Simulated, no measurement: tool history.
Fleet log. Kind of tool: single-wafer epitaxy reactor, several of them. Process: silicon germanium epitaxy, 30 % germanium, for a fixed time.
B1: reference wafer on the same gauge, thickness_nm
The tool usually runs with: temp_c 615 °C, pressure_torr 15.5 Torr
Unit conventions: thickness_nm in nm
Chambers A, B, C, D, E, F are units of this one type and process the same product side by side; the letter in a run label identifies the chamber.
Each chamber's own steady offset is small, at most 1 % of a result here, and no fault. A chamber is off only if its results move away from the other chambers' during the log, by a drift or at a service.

Run 1D, hour 9.6: usual settings; B1 83.297. Result: thickness_nm 69.153 nm.
Run 2C, hour 17.2: usual settings; B1 83.284. Result: thickness_nm 69.349 nm.
Run 3B, hour 23: usual settings; B1 83.303. Result: thickness_nm 69.68 nm.
Run 4A, hour 29.5: usual settings; B1 83.26. Result: thickness_nm 69.508 nm.
Run 5E, hour 41.2: usual settings but temp_c 626 °C; B1 83.257. Result: thickness_nm 83.744 nm.
At hour 46.6: chamber F: pyrometer calibrated.
Run 6F, hour 48.2: usual settings but temp_c 626 °C; B1 83.232. Result: thickness_nm 84.185 nm.
Run 7D, hour 56.6: usual settings but temp_c 626 °C; B1 83.244. Result: thickness_nm 83.946 nm.
Run 8C, hour 63.7: usual settings but temp_c 626 °C; B1 83.228. Result: thickness_nm 83.843 nm.
Run 9A, hour 77: usual settings but temp_c 626 °C; B1 83.205. Result: thickness_nm 84.22 nm.
Run 10F, hour 83.7: usual settings but temp_c 626 °C; B1 83.169. Result: thickness_nm 83.96 nm.
Run 11E, hour 96.6: usual settings but temp_c 623 °C, pressure_torr 12.6 Torr; B1 83.188. Result: thickness_nm 73.412 nm.
Run 12B, hour 108: usual settings but temp_c 623 °C, pressure_torr 12.6 Torr; B1 83.135. Result: thickness_nm 73.347 nm.
Run 13B, hour 118.4: usual settings but temp_c 623 °C, pressure_torr 12.6 Torr; B1 83.162. Result: thickness_nm 73.247 nm.
Run 14C, hour 128.7: usual settings but temp_c 623 °C, pressure_torr 12.6 Torr; B1 83.13. Result: thickness_nm 73.327 nm.
Run 15E, hour 135.4: usual settings but temp_c 623 °C, pressure_torr 12.6 Torr; B1 83.14. Result: thickness_nm 73.311 nm.
Run 16D, hour 146.8: usual settings but temp_c 623 °C, pressure_torr 12.6 Torr; B1 83.137. Result: thickness_nm 72.906 nm.
Run 17A, hour 154.7: usual settings; B1 83.123. Result: thickness_nm 69.424 nm.
Run 18F, hour 167.3: usual settings; B1 83.1. Result: thickness_nm 69.254 nm.
Run 19D, hour 178.6: usual settings; B1 83.094. Result: thickness_nm 68.764 nm.
Run 20A, hour 189.2: usual settings; B1 83.088. Result: thickness_nm 69.227 nm.
Run 21F, hour 195.7: usual settings; B1 83.065. Result: thickness_nm 69.407 nm.
Run 22C, hour 202.7: usual settings; B1 83.063. Result: thickness_nm 69.182 nm.
Run 23B, hour 208.5: usual settings; B1 83.065. Result: thickness_nm 69.38 nm.
At hour 214.9: chamber E: capacitance manometer re-zeroed and calibrated.
Run 24E, hour 218.9: usual settings; B1 83.046. Result: thickness_nm 69.207 nm.
At hour 221.1: chamber F: capacitance manometer re-zeroed and calibrated.
Run 25C, hour 227.1: usual settings; B1 83.022. Result: thickness_nm 69.171 nm.
Run 26B, hour 233.8: usual settings; B1 83.014. Result: thickness_nm 69.429 nm.
Run 27D, hour 239.8: usual settings; B1 83.051. Result: thickness_nm 68.838 nm.
Run 28F, hour 251.2: usual settings; B1 83.004. Result: thickness_nm 69.404 nm.
Run 29A, hour 257.4: usual settings but temp_c 610 °C; B1 82.962. Result: thickness_nm 63.365 nm.
Run 30E, hour 263.7: usual settings but temp_c 610 °C; B1 82.966. Result: thickness_nm 63.364 nm.
At hour 272.9: chamber D: pyrometer calibrated.
Run 31F, hour 275: usual settings but temp_c 610 °C; B1 82.975. Result: thickness_nm 63.432 nm.
Run 32B, hour 281.8: usual settings but temp_c 610 °C; B1 82.978. Result: thickness_nm 63.485 nm.
Run 33D, hour 291: usual settings but temp_c 610 °C; B1 82.95. Result: thickness_nm 62.951 nm.
Run 34C, hour 299: usual settings but temp_c 610 °C; B1 82.95. Result: thickness_nm 63.364 nm.
Run 35E, hour 308.3: usual settings; B1 82.982. Result: thickness_nm 69.123 nm.
Run 36A, hour 319.8: usual settings; B1 82.944. Result: thickness_nm 69.281 nm.
Run 37E, hour 328.1: usual settings but pressure_torr 18.1 Torr; B1 82.918. Result: thickness_nm 73.287 nm.
Run 38B, hour 341.2: usual settings but pressure_torr 18.1 Torr; B1 82.906. Result: thickness_nm 73.833 nm.
Run 39D, hour 352: usual settings but pressure_torr 18.1 Torr; B1 82.913. Result: thickness_nm 73.365 nm.
Run 40F, hour 363.4: usual settings but pressure_torr 18.1 Torr; B1 82.831. Result: thickness_nm 73.612 nm.
Run 41A, hour 374.8: usual settings but pressure_torr 18.1 Torr; B1 82.877. Result: thickness_nm 73.834 nm.
Run 42C, hour 383.9: usual settings but pressure_torr 18.1 Torr; B1 82.867. Result: thickness_nm 73.356 nm.

Is one chamber off against the others, does the gauge drift, or is nothing wrong? If a chamber is off, say which, and what the likeliest cause is.

Every chamber seems to shift together because the gauge that measures them all drifts; the chambers themselves are fine.
Cause: gauge reads low (%) = 0.559.
